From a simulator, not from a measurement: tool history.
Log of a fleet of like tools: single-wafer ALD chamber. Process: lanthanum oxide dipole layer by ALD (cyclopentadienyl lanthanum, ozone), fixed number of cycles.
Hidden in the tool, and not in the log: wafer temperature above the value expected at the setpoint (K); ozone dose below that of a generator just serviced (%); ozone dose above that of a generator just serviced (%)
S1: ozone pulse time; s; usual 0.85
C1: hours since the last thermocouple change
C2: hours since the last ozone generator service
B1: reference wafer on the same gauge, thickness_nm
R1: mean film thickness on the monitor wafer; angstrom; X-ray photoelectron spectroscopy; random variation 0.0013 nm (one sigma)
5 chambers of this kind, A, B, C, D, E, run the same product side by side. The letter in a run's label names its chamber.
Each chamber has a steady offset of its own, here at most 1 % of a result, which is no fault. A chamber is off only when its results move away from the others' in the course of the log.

{"run": "1D", "day": 0.2, "S1": 0.85, "C1": 1386, "C2": 85, "B1": 0.45221, "R1": 4.7287}
{"run": "2C", "day": 0.471, "S1": 0.85, "C1": 634.6, "C2": 607.5, "B1": 0.45189, "R1": 4.675}
{"run": "3B", "day": 0.912, "S1": 0.85, "C1": 132.4, "C2": 464.1, "B1": 0.45187, "R1": 4.7104}
{"run": "4E", "day": 1.225, "S1": 0.85, "C1": 781.9, "C2": 387.5, "B1": 0.45221, "R1": 4.7213}
{"run": "5A", "day": 1.462, "S1": 0.85, "C1": 276, "C2": 319.3, "B1": 0.45207, "R1": 4.7082}
{"run": "6C", "day": 1.9, "S1": 0.85, "C1": 668.9, "C2": 641.8, "B1": 0.45193, "R1": 4.6734}
{"run": "7E", "day": 2.292, "S1": 0.85, "C1": 807.5, "C2": 413.1, "B1": 0.45223, "R1": 4.7523}
{"run": "8B", "day": 2.729, "S1": 0.85, "C1": 176, "C2": 507.7, "B1": 0.45207, "R1": 4.708}
{"run": "9D", "day": 3.129, "S1": 0.85, "C1": 1456.3, "C2": 155.3, "B1": 0.45188, "R1": 4.7262}
{"run": "10A", "day": 3.529, "S1": 0.61, "C1": 325.6, "C2": 368.9, "B1": 0.45174, "R1": 4.0773}
{"run": "11B", "day": 3.892, "S1": 0.61, "C1": 203.9, "C2": 535.6, "B1": 0.45194, "R1": 4.0537}
{"run": "12D", "day": 4.271, "S1": 0.61, "C1": 1483.7, "C2": 182.7, "B1": 0.45209, "R1": 4.0688}
{"run": "13E", "day": 4.671, "S1": 0.61, "C1": 864.6, "C2": 470.2, "B1": 0.45207, "R1": 4.0567}
{"run": "14C", "day": 5.046, "S1": 0.61, "C1": 744.4, "C2": 717.3, "B1": 0.45206, "R1": 4.0232}
{"run": "15A", "day": 5.362, "S1": 0.85, "C1": 369.6, "C2": 412.9, "B1": 0.45178, "R1": 4.6984}
{"run": "16E", "day": 5.721, "S1": 0.85, "C1": 889.8, "C2": 495.4, "B1": 0.4518, "R1": 4.7346}
{"run": "17B", "day": 6.054, "S1": 0.85, "C1": 255.8, "C2": 587.5, "B1": 0.4521, "R1": 4.7148}
{"run": "18A", "day": 6.438, "S1": 0.85, "C1": 395.4, "C2": 438.7, "B1": 0.45205, "R1": 4.7053}
{"run": "19C", "day": 6.642, "S1": 0.85, "C1": 782.7, "C2": 755.6, "B1": 0.45193, "R1": 4.6923}
{"run": "20D", "day": 6.933, "S1": 0.85, "C1": 1547.6, "C2": 246.6, "B1": 0.45227, "R1": 4.7199}
{"run": "21E", "day": 7.188, "S1": 0.85, "C1": 925, "C2": 530.6, "B1": 0.4518, "R1": 4.734}
{"run": "22D", "day": 7.458, "S1": 0.85, "C1": 1560.2, "C2": 259.2, "B1": 0.45211, "R1": 4.734}
{"run": "23C", "day": 7.896, "S1": 0.59, "C1": 812.8, "C2": 785.7, "B1": 0.45214, "R1": 3.9771}
{"run": "24B", "day": 8.271, "S1": 0.59, "C1": 309, "C2": 640.7, "B1": 0.45216, "R1": 4.0041}
{"run": "25A", "day": 8.579, "S1": 0.59, "C1": 446.8, "C2": 490.1, "B1": 0.45219, "R1": 4.0216}
{"run": "26D", "day": 8.954, "S1": 0.59, "C1": 1596.1, "C2": 295.1, "B1": 0.45176, "R1": 4.0053}
{"run": "27C", "day": 9.396, "S1": 0.59, "C1": 848.8, "C2": 821.7, "B1": 0.45203, "R1": 3.9669}
{"run": "28B", "day": 9.729, "S1": 0.85, "C1": 344, "C2": 675.7, "B1": 0.45182, "R1": 4.7387}
{"run": "29A", "day": 9.979, "S1": 0.85, "C1": 480.4, "C2": 523.7, "B1": 0.45199, "R1": 4.6935}
{"run": "30E", "day": 10.238, "S1": 0.85, "C1": 998.2, "C2": 603.8, "B1": 0.45182, "R1": 4.6489}
{"run": "31B", "day": 10.579, "S1": 0.85, "C1": 364.4, "C2": 696.1, "B1": 0.45192, "R1": 4.7219}
{"run": "32C", "day": 10.825, "S1": 0.85, "C1": 883.1, "C2": 856, "B1": 0.45213, "R1": 4.6895}
{"run": "33D", "day": 11.021, "S1": 0.85, "C1": 1645.7, "C2": 344.7, "B1": 0.45198, "R1": 4.7177}
{"run": "34A", "day": 11.454, "S1": 0.56, "C1": 515.8, "C2": 559.1, "B1": 0.45161, "R1": 3.8758}
{"day": 11.775, "done": "chamber E: thermocouple changed; heater temperature recalibrated"}
{"run": "35E", "day": 11.871, "S1": 0.56, "C1": 2.4, "C2": 643, "B1": 0.45233, "R1": 3.7556}
{"run": "36D", "day": 12.3, "S1": 0.56, "C1": 1676.4, "C2": 375.4, "B1": 0.45185, "R1": 3.8827}
{"run": "37E", "day": 12.533, "S1": 0.56, "C1": 18.3, "C2": 658.9, "B1": 0.45189, "R1": 3.757}
{"run": "38A", "day": 12.746, "S1": 0.56, "C1": 546.8, "C2": 590.1, "B1": 0.45187, "R1": 3.89}
{"run": "39B", "day": 13.179, "S1": 0.85, "C1": 426.8, "C2": 758.5, "B1": 0.45206, "R1": 4.7248}
{"run": "40C", "day": 13.592, "S1": 0.67, "C1": 949.5, "C2": 922.4, "B1": 0.45201, "R1": 4.23}
{"run": "41A", "day": 13.792, "S1": 0.67, "C1": 571.9, "C2": 615.2, "B1": 0.45191, "R1": 4.2627}
{"run": "42E", "day": 14.092, "S1": 0.67, "C1": 55.7, "C2": 696.3, "B1": 0.45227, "R1": 4.1148}

Next, every chamber runs the same settings. What will each give?
{"run": "43A", "day": 14.408, "S1": 0.85, "R1": "?"}
{"run": "43B", "day": 14.408, "S1": 0.85, "R1": "?"}
{"run": "43C", "day": 14.408, "S1": 0.85, "R1": "?"}
{"run": "43D", "day": 14.408, "S1": 0.85, "R1": "?"}
{"run": "43E", "day": 14.408, "S1": 0.85, "R1": "?"}

run=43A R1=4.7106
run=43B R1=4.7183
run=43C R1=4.6849
run=43D R1=4.7035
run=43E R1=4.6148

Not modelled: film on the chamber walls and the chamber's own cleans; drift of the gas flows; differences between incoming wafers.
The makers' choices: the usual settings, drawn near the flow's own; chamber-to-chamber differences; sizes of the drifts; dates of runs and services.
